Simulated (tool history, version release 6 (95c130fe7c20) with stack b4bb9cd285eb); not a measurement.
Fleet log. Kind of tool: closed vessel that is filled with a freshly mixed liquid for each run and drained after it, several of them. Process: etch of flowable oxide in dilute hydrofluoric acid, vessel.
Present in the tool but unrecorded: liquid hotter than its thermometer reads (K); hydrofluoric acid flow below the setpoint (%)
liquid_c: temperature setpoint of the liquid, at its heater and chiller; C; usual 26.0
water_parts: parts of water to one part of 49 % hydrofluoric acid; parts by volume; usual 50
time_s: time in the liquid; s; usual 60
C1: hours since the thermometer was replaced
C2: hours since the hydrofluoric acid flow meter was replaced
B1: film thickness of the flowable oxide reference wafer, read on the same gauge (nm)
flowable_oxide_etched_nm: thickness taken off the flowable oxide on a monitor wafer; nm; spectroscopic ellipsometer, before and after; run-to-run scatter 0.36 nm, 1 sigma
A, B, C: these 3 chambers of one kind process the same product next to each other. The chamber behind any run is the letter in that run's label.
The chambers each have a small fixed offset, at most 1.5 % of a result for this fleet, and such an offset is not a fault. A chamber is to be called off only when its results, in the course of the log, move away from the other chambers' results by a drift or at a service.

Run 1B, hour 8.5: usual settings; C1 1523.7; C2 471.7; B1 79.983. Result: flowable_oxide_etched_nm 53.471 nm.
Run 2C, hour 17.1: usual settings; C1 302.4; C2 294.8; B1 80.010. Result: flowable_oxide_etched_nm 52.621 nm.
Run 3A, hour 23.5: usual settings; C1 359.1; C2 404.7; B1 80.006. Result: flowable_oxide_etched_nm 53.623 nm.
Run 4B, hour 27.2: usual settings; C1 1542.4; C2 490.4; B1 80.025. Result: flowable_oxide_etched_nm 53.737 nm.
Run 5A, hour 33.3: usual settings but liquid_c 30.5 C; C1 368.9; C2 414.5; B1 79.999. Result: flowable_oxide_etched_nm 64.436 nm.
Run 6C, hour 40.3: usual settings but liquid_c 30.5 C; C1 325.6; C2 318.0; B1 79.998. Result: flowable_oxide_etched_nm 63.655 nm.
Run 7B, hour 48.1: usual settings but liquid_c 30.5 C; C1 1563.3; C2 511.3; B1 80.006. Result: flowable_oxide_etched_nm 63.520 nm.
Run 8A, hour 56.7: usual settings but water_parts 35 parts by volume; C1 392.3; C2 437.9; B1 79.987. Result: flowable_oxide_etched_nm 78.937 nm.
Run 9C, hour 62.5: usual settings but water_parts 35 parts by volume; C1 347.8; C2 340.2; B1 80.016. Result: flowable_oxide_etched_nm 76.199 nm.
Run 10B, hour 68.0: usual settings but water_parts 35 parts by volume; C1 1583.2; C2 531.2; B1 79.992. Result: flowable_oxide_etched_nm 78.311 nm.
Run 11C, hour 73.6: usual settings; C1 358.9; C2 351.3; B1 80.014. Result: flowable_oxide_etched_nm 53.146 nm.
Run 12A, hour 79.1: usual settings; C1 414.7; C2 460.3; B1 80.002. Result: flowable_oxide_etched_nm 53.937 nm.
Run 13B, hour 87.6: usual settings; C1 1602.8; C2 550.8; B1 79.991. Result: flowable_oxide_etched_nm 53.155 nm.
Run 14A, hour 95.7: usual settings but time_s 90 s; C1 431.3; C2 476.9; B1 79.995. Result: flowable_oxide_etched_nm 80.902 nm.
Run 15C, hour 103.2: usual settings but time_s 90 s; C1 388.5; C2 380.9; B1 79.989. Result: flowable_oxide_etched_nm 77.690 nm.
Run 16A, hour 109.7: usual settings but time_s 90 s; C1 445.3; C2 490.9; B1 79.980. Result: flowable_oxide_etched_nm 81.669 nm.
Run 17C, hour 113.7: usual settings; C1 399.0; C2 391.4; B1 80.019. Result: flowable_oxide_etched_nm 50.702 nm.
Run 18B, hour 121.6: usual settings; C1 1636.8; C2 584.8; B1 80.012. Result: flowable_oxide_etched_nm 53.494 nm.
Run 19B, hour 127.3: usual settings; C1 1642.5; C2 590.5; B1 79.983. Result: flowable_oxide_etched_nm 53.166 nm.
Run 20C, hour 134.2: usual settings; C1 419.5; C2 411.9; B1 80.002. Result: flowable_oxide_etched_nm 50.391 nm.
Run 21A, hour 141.9: usual settings but water_parts 40 parts by volume, time_s 70 s; C1 477.5; C2 523.1; B1 79.985. Result: flowable_oxide_etched_nm 80.675 nm.
Run 22A, hour 149.5: usual settings but water_parts 40 parts by volume, time_s 70 s; C1 485.1; C2 530.7; B1 79.985. Result: flowable_oxide_etched_nm 79.367 nm.
Run 23C, hour 157.4: usual settings but water_parts 40 parts by volume, time_s 70 s; C1 442.7; C2 435.1; B1 79.997. Result: flowable_oxide_etched_nm 73.437 nm.
Run 24B, hour 161.1: usual settings; C1 1676.3; C2 624.3; B1 80.001. Result: flowable_oxide_etched_nm 53.557 nm.

Read the log: is a single chamber off, either drifting away or since a service, is the gauge that measures every chamber drifting, or is nothing wrong beyond small per-chamber offsets? Name any odd chamber and what most likely caused it.

Chamber C drifts away from the others.
Cause: hydrofluoric acid flow below the setpoint (%) = 6.57.
With only this log, it may be confused with: liquid colder than its thermometer reads (K).

Chamber C could run next with any of the 4 candidate recipes listed below; each alters the usual settings, and their results appear as question marks. Which one brings its results back in line with what the other chambers deliver on the usual settings?
In-line tolerance around the mean of the other chambers on the usual settings: flowable_oxide_etched_nm 1.300 nm
Run 25C-1, hour 167.2: usual settings but liquid_c 27.0 C. Result: flowable_oxide_etched_nm ?.
Run 25C-2, hour 167.2: usual settings but liquid_c 25.0 C. Result: flowable_oxide_etched_nm ?.
Run 25C-3, hour 167.2: usual settings but time_s 65 s. Result: flowable_oxide_etched_nm ?.
Run 25C-4, hour 167.2: usual settings but time_s 55 s. Result: flowable_oxide_etched_nm ?.

On the usual settings, the other chambers give on average: flowable_oxide_etched_nm 53.601 nm
  run  flowable_oxide_etched_nm
25C-1                    51.326
25C-2                    47.402
25C-3                    53.455
25C-4                    45.231
With 25C-3, the chamber falls back in line with the rest.
